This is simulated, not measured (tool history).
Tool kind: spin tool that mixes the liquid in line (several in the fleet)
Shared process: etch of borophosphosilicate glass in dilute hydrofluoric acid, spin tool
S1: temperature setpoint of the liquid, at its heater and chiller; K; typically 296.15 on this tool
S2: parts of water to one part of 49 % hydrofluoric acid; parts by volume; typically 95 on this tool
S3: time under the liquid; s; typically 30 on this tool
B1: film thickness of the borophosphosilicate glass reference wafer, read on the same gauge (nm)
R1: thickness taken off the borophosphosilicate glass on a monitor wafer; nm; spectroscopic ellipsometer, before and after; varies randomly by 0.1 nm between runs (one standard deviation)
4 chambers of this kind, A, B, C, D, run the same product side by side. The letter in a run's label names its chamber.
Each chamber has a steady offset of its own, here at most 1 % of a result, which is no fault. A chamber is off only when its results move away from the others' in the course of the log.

| run | hour | S1 | S2 | S3 | B1 | R1 |
|---|---|---|---|---|---|---|
| 1A | 11.5 | 296.15 | 95 | 30 | 110.00 | 14.4400 |
| 2B | 22.5 | 296.15 | 95 | 30 | 109.99 | 14.5000 |
| 3D | 34.6 | 296.15 | 95 | 30 | 109.99 | 14.4150 |
| 4C | 45.3 | 296.15 | 95 | 30 | 110.00 | 14.4880 |
| 5B | 56.8 | 296.15 | 95 | 30 | 109.97 | 14.4960 |
| 6C | 71.8 | 296.15 | 95 | 30 | 109.98 | 14.2070 |
| 7D | 83.8 | 296.15 | 95 | 30 | 109.99 | 14.3330 |
| 8A | 96.9 | 296.15 | 95 | 30 | 109.99 | 14.4420 |
| 9B | 105.5 | 296.15 | 95 | 30 | 109.98 | 14.4240 |
| 10D | 114.7 | 296.15 | 95 | 30 | 109.97 | 14.5420 |
| 11C | 128.2 | 296.15 | 95 | 30 | 109.99 | 14.4540 |
| 12A | 136.8 | 296.15 | 95 | 30 | 110.01 | 14.3890 |
| 13D | 153.1 | 296.15 | 95 | 30 | 110.02 | 14.5170 |
| 14C | 163.4 | 296.15 | 95 | 30 | 109.98 | 14.4700 |
| 15B | 176.7 | 296.15 | 95 | 30 | 109.98 | 14.5310 |
| 16A | 190.8 | 296.15 | 65 | 30 | 110.02 | 21.8560 |
| 17C | 206.4 | 296.15 | 65 | 30 | 110.03 | 22.1980 |
|  | 212.0 | chamber A: thermometer replaced |
| 18B | 219.0 | 296.15 | 65 | 30 | 109.97 | 21.8440 |
| 19D | 234.0 | 296.15 | 65 | 30 | 110.00 | 21.8820 |
| 20A | 250.2 | 296.15 | 95 | 30 | 110.00 | 14.5210 |
| 21D | 262.6 | 296.15 | 95 | 20 | 110.01 | 9.7702 |
| 22A | 276.0 | 296.15 | 95 | 20 | 110.02 | 9.6192 |
| 23B | 283.2 | 296.15 | 95 | 20 | 109.97 | 9.6451 |
| 24C | 299.1 | 296.15 | 95 | 20 | 110.00 | 9.6392 |
|  | 309.7 | chamber D: hydrofluoric acid flow meter replaced |
| 25C | 314.5 | 296.15 | 95 | 30 | 109.99 | 14.3860 |
| 26B | 324.3 | 296.15 | 95 | 30 | 110.00 | 14.6650 |
| 27A | 338.3 | 296.15 | 95 | 30 | 110.01 | 14.3290 |
| 28D | 349.5 | 296.15 | 95 | 30 | 110.00 | 14.4010 |
|  | 360.0 | chamber A: hydrofluoric acid flow meter replaced |
| 29B | 360.5 | 293.15 | 95 | 30 | 110.01 | 12.8950 |
| 30A | 374.9 | 293.15 | 95 | 30 | 109.99 | 12.6720 |
| 31C | 384.0 | 293.15 | 95 | 30 | 109.99 | 12.7460 |
| 32D | 396.5 | 293.15 | 95 | 30 | 109.95 | 12.9170 |
| 33D | 410.2 | 296.15 | 95 | 30 | 110.04 | 14.5020 |
| 34A | 420.0 | 296.15 | 95 | 30 | 110.00 | 14.5160 |
| 35C | 432.7 | 296.15 | 95 | 30 | 110.02 | 14.3400 |
|  | 446.7 | chamber B: hydrofluoric acid flow meter replaced |
| 36B | 448.9 | 296.15 | 95 | 30 | 110.00 | 14.5080 |
| 37B | 456.6 | 296.15 | 95 | 30 | 109.99 | 14.4340 |
| 38A | 471.0 | 291.65 | 95 | 20 | 109.99 | 8.0885 |
| 39C | 481.4 | 291.65 | 95 | 20 | 110.01 | 8.0322 |

All chambers now run identical settings, listed one chamber a line with results as question marks. What results will each chamber show?
| 40A | 493.0 | 292.15 | 95 | 30 |  | ? |
| 40B | 493.0 | 292.15 | 95 | 30 |  | ? |
| 40C | 493.0 | 292.15 | 95 | 30 |  | ? |
| 40D | 493.0 | 292.15 | 95 | 30 |  | ? |

| run | R1 |
|---|---|
| 40A | 12.1160 |
| 40B | 12.3950 |
| 40C | 12.3320 |
| 40D | 12.2600 |

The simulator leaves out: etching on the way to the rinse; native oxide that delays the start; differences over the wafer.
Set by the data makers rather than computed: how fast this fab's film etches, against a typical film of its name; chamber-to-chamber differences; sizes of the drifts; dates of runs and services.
